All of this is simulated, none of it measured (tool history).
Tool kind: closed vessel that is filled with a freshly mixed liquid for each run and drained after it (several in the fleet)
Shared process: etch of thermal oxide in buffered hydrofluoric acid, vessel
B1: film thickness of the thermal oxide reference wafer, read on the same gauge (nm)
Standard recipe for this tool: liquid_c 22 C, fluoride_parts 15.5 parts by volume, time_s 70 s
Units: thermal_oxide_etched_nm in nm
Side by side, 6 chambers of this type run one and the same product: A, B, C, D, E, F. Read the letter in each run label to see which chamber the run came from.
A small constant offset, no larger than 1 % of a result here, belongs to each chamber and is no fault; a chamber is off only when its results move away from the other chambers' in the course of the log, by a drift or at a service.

Run 1C, hour 12.0: usual settings; B1 39.996. Result: thermal_oxide_etched_nm 46.156 nm.
Run 2F, hour 22.5: usual settings; B1 39.982. Result: thermal_oxide_etched_nm 46.261 nm.
Run 3D, hour 33.2: usual settings; B1 39.982. Result: thermal_oxide_etched_nm 45.885 nm.
Run 4E, hour 44.6: usual settings; B1 40.019. Result: thermal_oxide_etched_nm 46.970 nm.
At hour 57.5: chamber C: hydrofluoric acid flow meter replaced.
Run 5A, hour 57.8: usual settings but time_s 110 s; B1 39.976. Result: thermal_oxide_etched_nm 72.550 nm.
Run 6B, hour 70.7: usual settings but time_s 110 s; B1 40.000. Result: thermal_oxide_etched_nm 73.007 nm.
Run 7F, hour 78.5: usual settings but time_s 110 s; B1 39.982. Result: thermal_oxide_etched_nm 73.470 nm.
Run 8B, hour 91.2: usual settings but time_s 110 s; B1 39.996. Result: thermal_oxide_etched_nm 72.498 nm.
Run 9E, hour 97.6: usual settings but time_s 110 s; B1 39.965. Result: thermal_oxide_etched_nm 72.452 nm.
Run 10A, hour 110.8: usual settings but time_s 110 s; B1 39.980. Result: thermal_oxide_etched_nm 73.275 nm.
Run 11C, hour 117.6: usual settings; B1 40.011. Result: thermal_oxide_etched_nm 46.450 nm.
Run 12D, hour 125.3: usual settings; B1 39.998. Result: thermal_oxide_etched_nm 46.542 nm.
Run 13B, hour 139.9: usual settings; B1 40.013. Result: thermal_oxide_etched_nm 46.314 nm.
Run 14C, hour 152.7: usual settings; B1 39.999. Result: thermal_oxide_etched_nm 45.953 nm.
Run 15D, hour 163.8: usual settings; B1 40.005. Result: thermal_oxide_etched_nm 46.787 nm.
Run 16E, hour 176.1: usual settings; B1 40.009. Result: thermal_oxide_etched_nm 45.426 nm.
Run 17A, hour 187.0: usual settings; B1 39.990. Result: thermal_oxide_etched_nm 46.323 nm.
Run 18F, hour 196.5: usual settings but fluoride_parts 11.5 parts by volume; B1 39.985. Result: thermal_oxide_etched_nm 62.366 nm.
Run 19D, hour 203.9: usual settings but fluoride_parts 11.5 parts by volume; B1 40.011. Result: thermal_oxide_etched_nm 62.387 nm.
Run 20F, hour 217.2: usual settings but fluoride_parts 11.5 parts by volume; B1 39.981. Result: thermal_oxide_etched_nm 62.215 nm.
Run 21E, hour 225.0: usual settings but fluoride_parts 11.5 parts by volume; B1 40.005. Result: thermal_oxide_etched_nm 60.039 nm.
Run 22A, hour 233.5: usual settings but fluoride_parts 11.5 parts by volume; B1 40.012. Result: thermal_oxide_etched_nm 62.513 nm.
Run 23C, hour 241.3: usual settings but fluoride_parts 11.5 parts by volume; B1 39.988. Result: thermal_oxide_etched_nm 62.810 nm.
Run 24B, hour 249.1: usual settings; B1 40.004. Result: thermal_oxide_etched_nm 46.111 nm.
Run 25D, hour 263.1: usual settings; B1 40.008. Result: thermal_oxide_etched_nm 46.754 nm.
Run 26F, hour 277.6: usual settings; B1 40.009. Result: thermal_oxide_etched_nm 46.960 nm.
Run 27E, hour 287.6: usual settings but fluoride_parts 11.5 parts by volume; B1 40.031. Result: thermal_oxide_etched_nm 60.553 nm.
Run 28C, hour 296.6: usual settings but fluoride_parts 11.5 parts by volume; B1 39.970. Result: thermal_oxide_etched_nm 61.466 nm.
Run 29B, hour 310.2: usual settings but fluoride_parts 11.5 parts by volume; B1 40.023. Result: thermal_oxide_etched_nm 62.737 nm.
Run 30A, hour 318.5: usual settings but fluoride_parts 11.5 parts by volume; B1 40.024. Result: thermal_oxide_etched_nm 62.778 nm.
Run 31F, hour 330.7: usual settings but fluoride_parts 11.5 parts by volume; B1 40.032. Result: thermal_oxide_etched_nm 62.109 nm.
Run 32E, hour 339.4: usual settings but fluoride_parts 11.5 parts by volume; B1 40.002. Result: thermal_oxide_etched_nm 59.219 nm.
Run 33A, hour 348.7: usual settings; B1 40.000. Result: thermal_oxide_etched_nm 46.928 nm.
Run 34C, hour 362.5: usual settings; B1 40.005. Result: thermal_oxide_etched_nm 46.351 nm.
Run 35B, hour 374.6: usual settings; B1 39.972. Result: thermal_oxide_etched_nm 46.100 nm.
Run 36D, hour 385.3: usual settings; B1 39.991. Result: thermal_oxide_etched_nm 46.560 nm.
Run 37E, hour 391.6: usual settings; B1 40.003. Result: thermal_oxide_etched_nm 44.059 nm.
Run 38D, hour 400.6: usual settings; B1 39.988. Result: thermal_oxide_etched_nm 46.352 nm.
Run 39A, hour 409.2: usual settings; B1 40.005. Result: thermal_oxide_etched_nm 46.604 nm.
At hour 415.8: chamber C: thermometer replaced.
Run 40C, hour 420.9: usual settings but liquid_c 20 C, fluoride_parts 19.0 parts by volume; B1 40.030. Result: thermal_oxide_etched_nm 34.501 nm.
Run 41F, hour 428.9: usual settings but liquid_c 20 C, fluoride_parts 19.0 parts by volume; B1 39.997. Result: thermal_oxide_etched_nm 34.055 nm.
Run 42B, hour 438.5: usual settings but liquid_c 20 C, fluoride_parts 19.0 parts by volume; B1 40.013. Result: thermal_oxide_etched_nm 33.837 nm.
Run 43B, hour 451.8: usual settings but liquid_c 20 C, fluoride_parts 19.0 parts by volume; B1 39.980. Result: thermal_oxide_etched_nm 33.807 nm.
Run 44D, hour 460.8: usual settings but liquid_c 20 C, fluoride_parts 19.0 parts by volume; B1 39.974. Result: thermal_oxide_etched_nm 34.659 nm.

Next, every chamber runs the same settings. What will each give?
Run 45A, hour 471.3: usual settings but time_s 35 s. Result: thermal_oxide_etched_nm ?.
Run 45B, hour 471.3: usual settings but time_s 35 s. Result: thermal_oxide_etched_nm ?.
Run 45C, hour 471.3: usual settings but time_s 35 s. Result: thermal_oxide_etched_nm ?.
Run 45D, hour 471.3: usual settings but time_s 35 s. Result: thermal_oxide_etched_nm ?.
Run 45E, hour 471.3: usual settings but time_s 35 s. Result: thermal_oxide_etched_nm ?.
Run 45F, hour 471.3: usual settings but time_s 35 s. Result: thermal_oxide_etched_nm ?.

run  thermal_oxide_etched_nm
45A                   23.322
45B                   22.807
45C                   22.990
45D                   23.075
45E                   21.848
45F                   23.280
